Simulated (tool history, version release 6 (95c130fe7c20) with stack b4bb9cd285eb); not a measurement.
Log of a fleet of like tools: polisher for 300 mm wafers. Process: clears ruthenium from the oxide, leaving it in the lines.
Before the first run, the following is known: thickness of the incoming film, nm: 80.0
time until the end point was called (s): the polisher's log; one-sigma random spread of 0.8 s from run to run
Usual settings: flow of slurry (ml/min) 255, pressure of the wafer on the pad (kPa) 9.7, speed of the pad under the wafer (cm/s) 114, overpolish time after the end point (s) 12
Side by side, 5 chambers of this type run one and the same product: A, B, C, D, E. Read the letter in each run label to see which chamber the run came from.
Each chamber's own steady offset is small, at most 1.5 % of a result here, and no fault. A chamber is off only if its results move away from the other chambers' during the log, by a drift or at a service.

| run | hour | flow of slurry (ml/min) | pressure of the wafer on the pad (kPa) | speed of the pad under the wafer (cm/s) | overpolish time after the end point (s) | wafers polished on this pad | hours since the slurry nozzle was cleaned | hours since the head pressure was calibrated | time until the end point was called (s) |
|---|---|---|---|---|---|---|---|---|---|
| 1D | 13.8 | 255 | 9.7 | 114 | 12 | 251 | 698.6 | 782.5 | 83.558 |
| 2C | 20.3 | 255 | 9.7 | 114 | 12 | 495 | 39.5 | 824.8 | 85.229 |
| 3B | 29.2 | 255 | 9.7 | 114 | 12 | 559 | 163.2 | 133.8 | 86.117 |
| 4A | 41.1 | 255 | 9.7 | 114 | 12 | 556 | 212.3 | 310.7 | 83.639 |
| 5E | 50 | 255 | 7.6 | 76 | 12 | 769 | 207.5 | 494.3 | 164.93 |
|  | 57.4 | chamber B: worn pad replaced by a new one |
| 6D | 62 | 255 | 7.6 | 76 | 12 | 619 | 746.8 | 830.7 | 164.63 |
| 7A | 74.8 | 255 | 7.6 | 76 | 12 | 814 | 246 | 344.4 | 161.1 |
|  | 83.5 | chamber E: slurry nozzle cleaned |
| 8C | 84.6 | 255 | 7.6 | 76 | 12 | 986 | 103.8 | 889.1 | 162.99 |
|  | 85.1 | chamber D: worn pad replaced by a new one |
|  | 91 | chamber C: worn pad replaced by a new one |
| 9B | 96.5 | 255 | 7.6 | 76 | 12 | 299 | 230.5 | 201.1 | 161.58 |
| 10E | 104.3 | 255 | 9.7 | 114 | 17 | 1184 | 20.8 | 548.6 | 85.244 |
|  | 104.7 | chamber A: worn pad replaced by a new one |
|  | 106.3 | chamber E: head pressure recalibrated |
| 11D | 115.5 | 255 | 9.7 | 114 | 17 | 233 | 800.3 | 884.2 | 82.929 |
| 12C | 127.4 | 255 | 9.7 | 114 | 17 | 278 | 146.6 | 931.9 | 86.356 |
| 13B | 134 | 255 | 9.7 | 114 | 17 | 585 | 268 | 238.6 | 85.784 |
|  | 135.1 | chamber E: worn pad replaced by a new one |
| 14A | 140.4 | 255 | 9.7 | 114 | 17 | 273 | 311.6 | 410 | 84.866 |
|  | 145.5 | chamber D: slurry nozzle cleaned |
|  | 146.1 | chamber B: worn pad replaced by a new one |
| 15E | 153.1 | 170 | 9.7 | 114 | 15 | 137 | 69.6 | 46.8 | 89.531 |
| 16B | 160.7 | 170 | 9.7 | 114 | 15 | 111 | 294.7 | 265.3 | 88.752 |
| 17C | 173.6 | 170 | 9.7 | 114 | 15 | 632 | 192.8 | 978.1 | 91.83 |
| 18A | 186.6 | 170 | 9.7 | 114 | 15 | 626 | 357.8 | 456.2 | 90.024 |
|  | 197.5 | chamber D: worn pad replaced by a new one |
| 19D | 199.9 | 170 | 9.7 | 114 | 15 | 18 | 54.5 | 968.6 | 90.279 |
| 20E | 208.1 | 255 | 9.7 | 114 | 12 | 558 | 124.6 | 101.8 | 83.936 |
| 21A | 221.7 | 255 | 9.7 | 114 | 12 | 894 | 392.9 | 491.3 | 84.367 |
|  | 225.9 | chamber C: head pressure recalibrated |
| 22B | 231.3 | 255 | 9.7 | 114 | 15 | 651 | 365.3 | 335.9 | 85.083 |
|  | 236.6 | chamber C: worn pad replaced by a new one |
| 23D | 238.3 | 255 | 9.7 | 114 | 15 | 312 | 92.9 | 1007 | 84.14 |
|  | 244.2 | chamber B: worn pad replaced by a new one |
| 24C | 248.8 | 255 | 9.7 | 114 | 15 | 93 | 268 | 23 | 79.244 |
|  | 248.9 | chamber A: worn pad replaced by a new one |
|  | 255.1 | chamber B: head pressure recalibrated |
| 25E | 259.6 | 255 | 9.7 | 114 | 15 | 951 | 176.1 | 153.3 | 84.108 |
|  | 269.4 | chamber E: slurry nozzle cleaned |
| 26A | 271.7 | 255 | 9.7 | 114 | 15 | 174 | 442.9 | 541.3 | 86.038 |
| 27C | 279.9 | 255 | 9.7 | 114 | 12 | 331 | 299.1 | 54.1 | 78.917 |
| 28D | 290.2 | 295 | 9.7 | 114 | 12 | 708 | 144.8 | 1058.9 | 83.048 |
|  | 293.8 | chamber E: worn pad replaced by a new one |
|  | 295.1 | chamber D: worn pad replaced by a new one |
| 29E | 303.1 | 295 | 9.7 | 114 | 12 | 71 | 33.7 | 196.8 | 83.102 |
| 30B | 309.9 | 295 | 9.7 | 114 | 12 | 502 | 443.9 | 54.9 | 84.829 |
|  | 317.4 | chamber B: slurry nozzle cleaned |
| 31B | 318.3 | 295 | 9.7 | 114 | 12 | 566 | 1 | 63.3 | 83.168 |
| 32C | 326.3 | 295 | 9.7 | 114 | 12 | 686 | 345.5 | 100.5 | 78.794 |
| 33E | 333.9 | 255 | 9.7 | 114 | 12 | 306 | 64.5 | 227.6 | 83.028 |
| 34A | 342.7 | 255 | 9.7 | 114 | 12 | 717 | 513.9 | 612.3 | 85.492 |
| 35D | 350.5 | 315 | 9.7 | 114 | 12 | 424 | 205.1 | 1119.2 | 81.981 |
| 36D | 364 | 315 | 9.7 | 114 | 12 | 527 | 218.6 | 1132.7 | 82.345 |

The same settings go to every chamber for the next run, one line per chamber below. Forecast the results for each:
| 37A | 374 | 255 | 9.7 | 114 | 12 |  |  |  | ? |
| 37B | 374 | 255 | 9.7 | 114 | 12 |  |  |  | ? |
| 37C | 374 | 255 | 9.7 | 114 | 12 |  |  |  | ? |
| 37D | 374 | 255 | 9.7 | 114 | 12 |  |  |  | ? |
| 37E | 374 | 255 | 9.7 | 114 | 12 |  |  |  | ? |

| run | time until the end point was called (s) |
|---|---|
| 37A | 84.854 |
| 37B | 85.586 |
| 37C | 78.428 |
| 37D | 84.336 |
| 37E | 82.75 |

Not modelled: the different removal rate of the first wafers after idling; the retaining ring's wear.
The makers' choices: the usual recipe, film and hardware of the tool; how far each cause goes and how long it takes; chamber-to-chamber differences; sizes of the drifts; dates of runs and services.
